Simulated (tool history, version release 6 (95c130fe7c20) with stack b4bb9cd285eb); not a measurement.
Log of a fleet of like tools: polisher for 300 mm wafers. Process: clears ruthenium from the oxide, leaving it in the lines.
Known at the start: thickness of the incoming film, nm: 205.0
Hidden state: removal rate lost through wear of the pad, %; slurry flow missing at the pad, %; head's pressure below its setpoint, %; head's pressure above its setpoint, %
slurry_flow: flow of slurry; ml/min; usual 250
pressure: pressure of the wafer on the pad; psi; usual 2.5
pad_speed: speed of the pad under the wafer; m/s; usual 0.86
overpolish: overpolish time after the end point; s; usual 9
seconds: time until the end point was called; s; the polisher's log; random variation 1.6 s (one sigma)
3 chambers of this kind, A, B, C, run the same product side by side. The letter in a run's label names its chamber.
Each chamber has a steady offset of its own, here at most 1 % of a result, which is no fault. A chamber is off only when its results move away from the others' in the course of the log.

run  hour  slurry_flow  pressure  pad_speed  overpolish  wafers polished on this pad  hours since the slurry nozzle was cleaned  hours since the head pressure was calibrated  seconds
 1B   3.7          250       2.5       0.86           9                         1048                                      303.4                                          33.4   160.65
 2A   6.6          250       2.5       0.86           9                         1308                                      836.2                                         173.7   161.84
 3C  10.8          250       2.5       0.86           9                          460                                       32.2                                        1348.4   158.74
 4A  15.1          250       2.5       0.86           9                         1373                                      844.7                                         182.2   161.42
 5B  18.7          250       2.5       0.86           9                         1161                                      318.4                                          48.4   161.25
 6C  22.2          250       2.5       0.86           9                          546                                       43.6                                        1359.8   159.93
     25.2  -- chamber C: worn pad replaced by a new one
 7C  25.2          250       2.5       0.86           9                            0                                       46.6                                        1362.8   159.21
     27.7  -- chamber B: worn pad replaced by a new one
 8A  27.7          250       2.5       0.86           9                         1468                                      857.3                                         194.8   162.13
 9B  30.4          250       2.5       0.86           9                           21                                      330.1                                          60.1   159.47
10B  33.2          175       1.6       0.86           9                           42                                      332.9                                          62.9   261.42
11A  35.2          175       1.6       0.86           9                         1524                                      864.8                                         202.3   259.82
12C  38.6          175       1.6       0.86           9                          101                                         60                                        1376.2   263.68
       40  -- chamber C: head pressure recalibrated
       41  -- chamber A: worn pad replaced by a new one
13A  42.6          250       2.5       0.86           9                           12                                      872.2                                         209.7   160.33
14B  45.5          250       2.5       0.86           9                          135                                      345.2                                          75.2   158.57
15C  48.5          250       2.5       0.86           9                          176                                       69.9                                           8.5   174.85
16A  50.7          195       2.5       0.86           9                           73                                      880.3                                         217.8   164.72
17C  53.9          195       2.5       0.86           9                          217                                       75.3                                          13.9   182.25
18B    57          195       2.5       0.86           9                          222                                      356.7                                          86.7   163.25
19A    60          250       2.5       0.86          12                          143                                      889.6                                         227.1   158.82
20C  63.6          250       2.5       0.86          12                          290                                         85                                          23.6   174.51
21B    66          250       2.5       0.86          12                          290                                      365.7                                          95.7   158.09
     66.1  -- chamber A: slurry nozzle cleaned
22C  68.5          250       2.5       0.86           9                          327                                       89.9                                          28.5   175.91
23A  70.8          250       2.5       0.86           9                          225                                        4.8                                         237.9   159.65
24B  74.7          250       2.5       0.86           9                          355                                      374.4                                         104.4   158.36
25B  76.9          250       2.5       0.86           9                          372                                      376.6                                         106.6   159.17
26C  80.3          250       2.5       0.86           9                          416                                      101.7                                          40.3   178.08
27A  83.5          250       2.5       0.86          13                          321                                       17.5                                         250.6   159.81
28A  87.5          250       2.5       0.86          13                          351                                       21.5                                         254.6   161.72

What goes on in this fleet: one chamber off, a drifting gauge, or nothing beyond the chambers' own small offsets? Name the chamber and the cause, if any.

A service left chamber C off against the others.
Cause: head's pressure below its setpoint, % = 9.94.

Here are 4 candidates for chamber C's next run, each the usual settings with a change, their results left as question marks. Which one brings its results back in line with what the others give on the usual settings?
In line means no further than this from the other chambers' mean on the usual settings: seconds 5.4 s
29C-1  90.7          250       2.5       0.82           9                                                                                                                              ?
29C-2  90.7          250       2.5       0.88           9                                                                                                                              ?
29C-3  90.7          250       2.4       0.82           9                                                                                                                              ?
29C-4  90.7          255       2.5       0.94           9                                                                                                                              ?

The other chambers' mean on the usual settings: seconds 160.09 s
  run  seconds
29C-1   185.78
29C-2   173.17
29C-3   193.61
29C-4   161.82
29C-4 brings the chamber back in line.
